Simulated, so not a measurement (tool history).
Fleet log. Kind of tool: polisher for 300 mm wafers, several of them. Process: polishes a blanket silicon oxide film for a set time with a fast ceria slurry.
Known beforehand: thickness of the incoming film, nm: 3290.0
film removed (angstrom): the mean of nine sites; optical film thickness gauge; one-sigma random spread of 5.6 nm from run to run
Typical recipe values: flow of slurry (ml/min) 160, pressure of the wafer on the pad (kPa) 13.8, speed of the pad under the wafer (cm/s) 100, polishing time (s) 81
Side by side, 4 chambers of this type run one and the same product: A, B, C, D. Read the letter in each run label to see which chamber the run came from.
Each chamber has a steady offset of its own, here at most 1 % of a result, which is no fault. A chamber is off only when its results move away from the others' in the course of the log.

run	hour	flow of slurry (ml/min)	pressure of the wafer on the pad (kPa)	speed of the pad under the wafer (cm/s)	polishing time (s)	wafers polished on this pad	hours since the slurry nozzle was cleaned	hours since the head pressure was calibrated	film removed (angstrom)
1C	6.0	160	13.8	100	81	213	149.8	166.8	9159.3
2D	9.6	160	13.8	100	81	1083	523.6	557.3	9300.4
3A	13.2	160	13.8	100	81	218	33.7	704.5	9153.5
4B	20.2	160	13.8	100	81	381	220.0	216.4	9139.4
5B	23.7	160	13.8	100	81	410	223.5	219.9	9116.2
6A	29.1	160	13.8	100	81	351	49.6	720.4	9166.8
7D	35.1	130	11.0	100	81	1296	549.1	582.8	7122.6
# hour 35.2: chamber D: worn pad replaced by a new one
8C	39.5	130	11.0	100	81	493	183.3	200.3	7046.1
# hour 43.2: chamber B: worn pad replaced by a new one
9D	45.4	130	11.0	100	81	85	559.4	593.1	7113.7
10A	50.1	130	11.0	100	81	526	70.6	741.4	6966.6
11C	55.8	160	15.9	100	81	629	199.6	216.6	10572.0
12B	62.4	160	15.9	100	81	160	262.2	258.6	10475.0
13A	67.7	160	15.9	100	81	673	88.2	759.0	10464.0
14D	72.3	160	15.9	100	81	310	586.3	620.0	10583.0
15B	76.8	160	13.8	100	81	280	276.6	273.0	9080.6
# hour 79.4: chamber A: head pressure recalibrated
16C	80.2	160	13.8	100	81	832	224.0	241.0	9121.7
# hour 84.1: chamber A: worn pad replaced by a new one
17B	84.4	160	13.8	100	81	344	284.2	280.6	9110.4
18A	91.0	160	13.8	130	102	58	111.5	11.6	14808.0
# hour 96.7: chamber B: worn pad replaced by a new one
19C	98.5	160	13.8	130	102	985	242.3	259.3	14870.0
20D	105.7	160	13.8	130	102	588	619.7	653.4	15213.0
# hour 107.2: chamber B: head pressure recalibrated
21A	109.4	160	13.8	130	102	211	129.9	30.0	14862.0
22B	112.7	160	13.8	100	81	133	312.5	5.5	9799.2
# hour 116.3: chamber C: worn pad replaced by a new one
23C	119.9	160	13.8	100	81	30	263.7	280.7	9233.8
24D	127.3	160	13.8	100	81	769	641.3	675.0	9230.3
25B	134.5	160	13.8	100	81	315	334.3	27.3	9696.5
26C	139.2	160	13.8	100	81	191	283.0	300.0	9239.4
27D	146.1	160	13.8	100	81	925	660.1	693.8	9124.7
# hour 147.3: chamber D: slurry nozzle cleaned
28A	152.2	160	13.8	100	81	569	172.7	72.8	9172.5
29B	159.1	160	13.8	100	81	520	358.9	51.9	9678.3
30C	164.7	160	13.8	100	81	403	308.5	325.5	9184.9
# hour 166.5: chamber D: worn pad replaced by a new one
31A	171.9	160	13.8	100	81	733	192.4	92.5	9052.6
32D	179.1	160	13.8	100	81	105	31.9	726.8	9242.6
33D	182.4	160	13.8	100	81	132	35.2	730.1	9211.2
34C	186.8	160	13.8	100	81	588	330.6	347.6	9087.5

Which is it: a chamber that has drifted or been left off by a service, a gauge drift common to all chambers, or only each chamber's usual small offset? If a chamber is off, name it and its likeliest cause.

Chamber B has stood off from the others ever since a service on it.
Likeliest cause: head's pressure above its setpoint, % = 8.06.

Below are 4 candidate recipes for chamber B's next run, each the usual settings with a change, their results shown as question marks. Which of them brings B's results back in line with what the other chambers give on the usual settings?
Counts as in line when no further than this from what the other chambers average on the usual settings: film removed (angstrom) 200.0
35B-1	192.2	160	13.8	100	79				?
35B-2	192.2	160	14.5	102	81				?
35B-3	192.2	160	13.8	102	81				?
35B-4	192.2	160	13.8	100	76				?

The other chambers' mean on the usual settings: film removed (angstrom) 9165.2
run	film removed (angstrom)
35B-1	9488.8
35B-2	10409.0
35B-3	9920.7
35B-4	9128.5
The right change is 35B-4: it brings the chamber back within the allowed miss of the others.

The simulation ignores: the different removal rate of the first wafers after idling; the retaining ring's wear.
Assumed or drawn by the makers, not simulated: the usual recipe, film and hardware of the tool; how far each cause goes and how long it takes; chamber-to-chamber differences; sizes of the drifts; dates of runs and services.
